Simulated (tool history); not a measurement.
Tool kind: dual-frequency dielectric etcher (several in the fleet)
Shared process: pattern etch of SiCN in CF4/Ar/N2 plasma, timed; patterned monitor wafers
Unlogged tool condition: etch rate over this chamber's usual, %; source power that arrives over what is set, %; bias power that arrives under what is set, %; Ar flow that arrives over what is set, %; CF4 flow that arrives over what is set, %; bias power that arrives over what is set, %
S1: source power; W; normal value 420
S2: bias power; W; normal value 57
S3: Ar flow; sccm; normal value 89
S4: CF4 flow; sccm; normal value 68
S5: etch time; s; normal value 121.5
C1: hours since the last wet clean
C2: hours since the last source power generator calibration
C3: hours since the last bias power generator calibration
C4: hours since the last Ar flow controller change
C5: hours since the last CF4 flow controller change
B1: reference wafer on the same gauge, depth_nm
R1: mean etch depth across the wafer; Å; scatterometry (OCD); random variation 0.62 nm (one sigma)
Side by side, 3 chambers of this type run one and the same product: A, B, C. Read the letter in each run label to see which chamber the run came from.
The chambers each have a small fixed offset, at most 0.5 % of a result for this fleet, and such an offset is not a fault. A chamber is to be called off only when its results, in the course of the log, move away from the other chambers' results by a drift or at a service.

Run 1C, hour 11.0: usual settings; C1 42.7; C2 3323.3; C3 2417.3; C4 3114.6; C5 5287.5; B1 98.403. Result: R1 919.61 Å.
Run 2B, hour 20.9: usual settings; C1 234.8; C2 993.7; C3 2284.0; C4 2237.9; C5 152.5; B1 98.436. Result: R1 920.26 Å.
Run 3A, hour 29.0: usual settings; C1 422.8; C2 3906.6; C3 39.1; C4 3122.1; C5 796.8; B1 98.342. Result: R1 913.37 Å.
Run 4A, hour 38.5: usual settings; C1 432.3; C2 3916.1; C3 48.6; C4 3131.6; C5 806.3; B1 98.431. Result: R1 913.75 Å.
Run 5B, hour 44.2: usual settings; C1 258.1; C2 1017.0; C3 2307.3; C4 2261.2; C5 175.8; B1 98.486. Result: R1 918.16 Å.
Run 6C, hour 51.3: usual settings; C1 83.0; C2 3363.6; C3 2457.6; C4 3154.9; C5 5327.8; B1 98.493. Result: R1 910.55 Å.
Run 7A, hour 60.7: usual settings; C1 454.5; C2 3938.3; C3 70.8; C4 3153.8; C5 828.5; B1 98.454. Result: R1 911.34 Å.
At hour 64.4: chamber A: wet clean of the chamber.
Run 8B, hour 71.1: usual settings; C1 285.0; C2 1043.9; C3 2334.2; C4 2288.1; C5 202.7; B1 98.501. Result: R1 929.20 Å.
Run 9C, hour 80.0: usual settings; C1 111.7; C2 3392.3; C3 2486.3; C4 3183.6; C5 5356.5; B1 98.509. Result: R1 912.58 Å.
Run 10A, hour 86.4: usual settings; C1 22.1; C2 3964.0; C3 96.5; C4 3179.5; C5 854.2; B1 98.202. Result: R1 912.84 Å.
Run 11C, hour 96.4: usual settings; C1 128.1; C2 3408.7; C3 2502.7; C4 3200.0; C5 5372.9; B1 98.576. Result: R1 915.19 Å.
Run 12B, hour 102.6: usual settings; C1 316.5; C2 1075.4; C3 2365.7; C4 2319.6; C5 234.2; B1 98.414. Result: R1 914.62 Å.
Run 13C, hour 108.8: usual settings; C1 140.5; C2 3421.1; C3 2515.1; C4 3212.4; C5 5385.3; B1 98.546. Result: R1 918.53 Å.
Run 14A, hour 114.8: usual settings; C1 50.5; C2 3992.4; C3 124.9; C4 3207.9; C5 882.6; B1 98.346. Result: R1 917.79 Å.
Run 15B, hour 120.8: usual settings; C1 334.7; C2 1093.6; C3 2383.9; C4 2337.8; C5 252.4; B1 98.475. Result: R1 922.54 Å.
At hour 125.5: chamber A: source power generator calibrated.
Run 16C, hour 127.1: usual settings; C1 158.8; C2 3439.4; C3 2533.4; C4 3230.7; C5 5403.6; B1 98.233. Result: R1 913.86 Å.
Run 17B, hour 134.3: usual settings; C1 348.2; C2 1107.1; C3 2397.4; C4 2351.3; C5 265.9; B1 98.474. Result: R1 920.25 Å.
Run 18A, hour 141.7: usual settings; C1 77.4; C2 16.3; C3 151.8; C4 3234.8; C5 909.5; B1 98.342. Result: R1 912.33 Å.
Run 19C, hour 149.6: usual settings; C1 181.3; C2 3461.9; C3 2555.9; C4 3253.2; C5 5426.1; B1 98.556. Result: R1 919.94 Å.
Run 20B, hour 159.1: usual settings; C1 373.0; C2 1131.9; C3 2422.2; C4 2376.1; C5 290.7; B1 98.407. Result: R1 934.49 Å.
Run 21A, hour 165.5: usual settings; C1 101.2; C2 40.1; C3 175.6; C4 3258.6; C5 933.3; B1 98.468. Result: R1 921.72 Å.
Run 22B, hour 171.5: usual settings; C1 385.4; C2 1144.3; C3 2434.6; C4 2388.5; C5 303.1; B1 98.266. Result: R1 915.76 Å.
Run 23A, hour 182.4: usual settings; C1 118.1; C2 57.0; C3 192.5; C4 3275.5; C5 950.2; B1 98.501. Result: R1 922.98 Å.
Run 24C, hour 192.5: usual settings; C1 224.2; C2 3504.8; C3 2598.8; C4 3296.1; C5 5469.0; B1 98.372. Result: R1 908.01 Å.
Run 25A, hour 203.3: usual settings; C1 139.0; C2 77.9; C3 213.4; C4 3296.4; C5 971.1; B1 98.403. Result: R1 923.94 Å.
Run 26C, hour 209.5: usual settings; C1 241.2; C2 3521.8; C3 2615.8; C4 3313.1; C5 5486.0; B1 98.422. Result: R1 919.82 Å.
Run 27B, hour 215.5: usual settings; C1 429.4; C2 1188.3; C3 2478.6; C4 2432.5; C5 347.1; B1 98.398. Result: R1 909.45 Å.
Run 28A, hour 221.4: usual settings; C1 157.1; C2 96.0; C3 231.5; C4 3314.5; C5 989.2; B1 98.503. Result: R1 920.77 Å.
Run 29C, hour 230.8: usual settings; C1 262.5; C2 3543.1; C3 2637.1; C4 3334.4; C5 5507.3; B1 98.527. Result: R1 912.55 Å.
Run 30B, hour 237.6: usual settings; C1 451.5; C2 1210.4; C3 2500.7; C4 2454.6; C5 369.2; B1 98.441. Result: R1 923.56 Å.
At hour 242.4: chamber B: wet clean of the chamber.
Run 31C, hour 246.9: usual settings but S3 68 sccm; C1 278.6; C2 3559.2; C3 2653.2; C4 3350.5; C5 5523.4; B1 98.530. Result: R1 947.92 Å.
Run 32B, hour 258.6: usual settings but S3 68 sccm; C1 16.2; C2 1231.4; C3 2521.7; C4 2475.6; C5 390.2; B1 98.394. Result: R1 968.88 Å.
Run 33A, hour 265.8: usual settings but S3 68 sccm; C1 201.5; C2 140.4; C3 275.9; C4 3358.9; C5 1033.6; B1 98.328. Result: R1 960.04 Å.
Run 34A, hour 274.3: usual settings but S2 53 W, S5 100.5 s; C1 210.0; C2 148.9; C3 284.4; C4 3367.4; C5 1042.1; B1 98.466. Result: R1 735.66 Å.
Run 35B, hour 283.3: usual settings but S2 53 W, S5 100.5 s; C1 40.9; C2 1256.1; C3 2546.4; C4 2500.3; C5 414.9; B1 98.466. Result: R1 747.19 Å.
At hour 288.1: chamber C: source power generator calibrated.
Run 36C, hour 292.0: usual settings but S2 53 W, S5 100.5 s; C1 323.7; C2 3.9; C3 2698.3; C4 3395.6; C5 5568.5; B1 98.521. Result: R1 742.25 Å.
Run 37B, hour 297.7: usual settings; C1 55.3; C2 1270.5; C3 2560.8; C4 2514.7; C5 429.3; B1 98.398. Result: R1 911.35 Å.
Run 38C, hour 310.5: usual settings; C1 342.2; C2 22.4; C3 2716.8; C4 3414.1; C5 5587.0; B1 98.361. Result: R1 907.41 Å.
Run 39A, hour 319.3: usual settings but S1 480 W; C1 255.0; C2 193.9; C3 329.4; C4 3412.4; C5 1087.1; B1 98.241. Result: R1 1036.90 Å.
Run 40A, hour 325.0: usual settings but S1 480 W; C1 260.7; C2 199.6; C3 335.1; C4 3418.1; C5 1092.8; B1 98.437. Result: R1 1027.50 Å.
Run 41B, hour 332.9: usual settings but S1 480 W; C1 90.5; C2 1305.7; C3 2596.0; C4 2549.9; C5 464.5; B1 98.375. Result: R1 1033.10 Å.
Run 42C, hour 339.0: usual settings; C1 370.7; C2 50.9; C3 2745.3; C4 3442.6; C5 5615.5; B1 98.451. Result: R1 912.87 Å.
Run 43A, hour 349.1: usual settings; C1 284.8; C2 223.7; C3 359.2; C4 3442.2; C5 1116.9; B1 98.617. Result: R1 913.64 Å.

Decide between three cases: one chamber stands off from its peers, the gauge reading all wafers drifts, or nothing is wrong past each chamber's small offset. Where a chamber is off, say which and what most likely put it there.

No chamber is off and the gauge is stable; the differences are just each chamber's small, constant offset.
